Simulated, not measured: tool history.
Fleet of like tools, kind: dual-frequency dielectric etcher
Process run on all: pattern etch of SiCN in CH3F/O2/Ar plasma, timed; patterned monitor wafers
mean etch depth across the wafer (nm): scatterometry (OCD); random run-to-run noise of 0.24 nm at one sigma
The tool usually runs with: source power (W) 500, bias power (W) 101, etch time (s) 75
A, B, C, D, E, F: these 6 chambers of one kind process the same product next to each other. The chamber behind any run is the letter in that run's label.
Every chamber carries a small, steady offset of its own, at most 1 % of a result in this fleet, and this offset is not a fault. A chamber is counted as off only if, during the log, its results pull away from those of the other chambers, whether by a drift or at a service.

run	day	source power (W)	bias power (W)	etch time (s)	hours since the last wet clean	hours since the last source power generator calibration	hours since the last bias power generator calibration	read-back reference wafer on the same gauge, depth_nm	mean etch depth across the wafer (nm)
1E	0.442	500	101	75	287.0	1423.3	1874.5	39.297	34.391
# day 0.862: chamber C: wet clean of the chamber
2D	1.067	500	101	75	330.5	748.7	2087.8	39.303	34.532
# day 1.208: chamber B: wet clean of the chamber
3F	1.642	500	101	75	501.8	231.2	56.4	39.288	34.339
# day 1.962: chamber A: source power generator calibrated
4C	2.075	500	101	75	29.2	2822.7	2230.3	39.316	34.797
5A	2.417	500	101	75	62.0	11.0	2353.1	39.338	34.736
6B	3.008	500	101	75	43.2	1340.8	1915.2	39.349	34.152
# day 3.338: chamber E: wet clean of the chamber
7F	3.458	500	92	75	545.4	274.8	100.0	39.285	33.620
# day 3.729: chamber D: bias power generator calibrated
8D	4.017	500	92	75	401.3	819.5	6.9	39.248	33.094
9A	4.521	500	92	75	112.5	61.5	2403.6	39.303	33.329
10B	4.838	500	92	75	87.1	1384.7	1959.1	39.260	33.310
# day 5.225: chamber D: wet clean of the chamber
11C	5.458	500	92	75	110.4	2903.9	2311.5	39.292	33.368
12E	6.058	500	92	75	65.3	1558.1	2009.3	39.332	33.144
# day 6.171: chamber F: wet clean of the chamber
13B	6.596	500	83	54	129.3	1426.9	2001.3	39.389	23.297
14D	7.038	500	83	54	43.5	892.0	79.4	39.268	23.152
15F	7.371	500	83	54	28.9	368.7	193.9	39.292	23.375
16C	7.821	500	83	54	167.1	2960.6	2368.2	39.270	22.830
17A	8.400	500	83	54	205.6	154.6	2496.7	39.274	23.272
18E	8.946	500	83	54	134.6	1627.4	2078.6	39.298	23.311
19F	9.288	500	101	75	74.9	414.7	239.9	39.274	34.608
20E	9.929	500	101	75	158.2	1651.0	2102.2	39.325	33.991
21B	10.392	500	101	75	220.4	1518.0	2092.4	39.245	34.701
22C	11.042	500	101	75	244.4	3037.9	2445.5	39.328	34.822
23D	11.479	500	101	75	150.1	998.6	186.0	39.331	34.626
24A	11.812	500	101	61	287.5	236.5	2578.6	39.351	28.593
25C	12.208	500	101	61	272.4	3065.9	2473.5	39.334	28.002
26D	12.654	500	101	61	178.3	1026.8	214.2	39.348	28.040
27E	13.083	500	101	61	233.9	1726.7	2177.9	39.308	28.222
28F	13.450	500	101	61	174.8	514.6	339.8	39.382	27.869
29A	13.917	500	101	61	338.0	287.0	2629.1	39.276	28.472
30B	14.492	500	101	75	318.8	1616.4	2190.8	39.370	34.699
31F	15.050	500	101	75	213.2	553.0	378.2	39.286	34.652
32D	15.542	500	101	75	247.6	1096.1	283.5	39.328	34.846
33C	16.117	500	101	75	366.2	3159.7	2567.3	39.307	33.967
34E	16.725	500	101	75	321.3	1814.1	2265.3	39.339	34.610
35A	17.354	500	101	75	420.5	369.5	2711.6	39.267	34.607
# day 17.458: chamber B: wet clean of the chamber
36B	17.746	500	101	75	6.9	1694.5	2268.9	39.335	34.800
# day 17.971: chamber E: wet clean of the chamber
37C	18.229	500	101	75	416.9	3210.4	2618.0	39.355	34.931
38D	18.850	500	124	65	327.0	1175.5	362.9	39.304	32.138
39E	19.221	500	124	65	30.0	1874.0	2325.2	39.314	32.141
# day 19.412: chamber B: bias power generator calibrated
# day 19.471: chamber A: wet clean of the chamber
40B	19.617	500	124	65	51.8	1739.4	5.0	39.264	32.313
41A	20.242	500	124	65	18.6	438.8	2780.9	39.256	32.409
42F	20.788	500	124	65	350.9	690.7	515.9	39.365	32.705
# day 21.121: chamber E: bias power generator calibrated
43E	21.146	500	124	65	76.2	1920.2	0.6	39.338	32.451
44D	21.608	500	101	75	393.2	1241.7	429.1	39.317	34.849

Has any chamber moved away from the others, gradually or after a service, or does the common gauge drift, or do the chambers differ only by their own small steady offsets? State the chamber and the most likely cause if one applies.

The fleet is healthy, with each chamber sitting at its usual small offset and no drift in the gauge.

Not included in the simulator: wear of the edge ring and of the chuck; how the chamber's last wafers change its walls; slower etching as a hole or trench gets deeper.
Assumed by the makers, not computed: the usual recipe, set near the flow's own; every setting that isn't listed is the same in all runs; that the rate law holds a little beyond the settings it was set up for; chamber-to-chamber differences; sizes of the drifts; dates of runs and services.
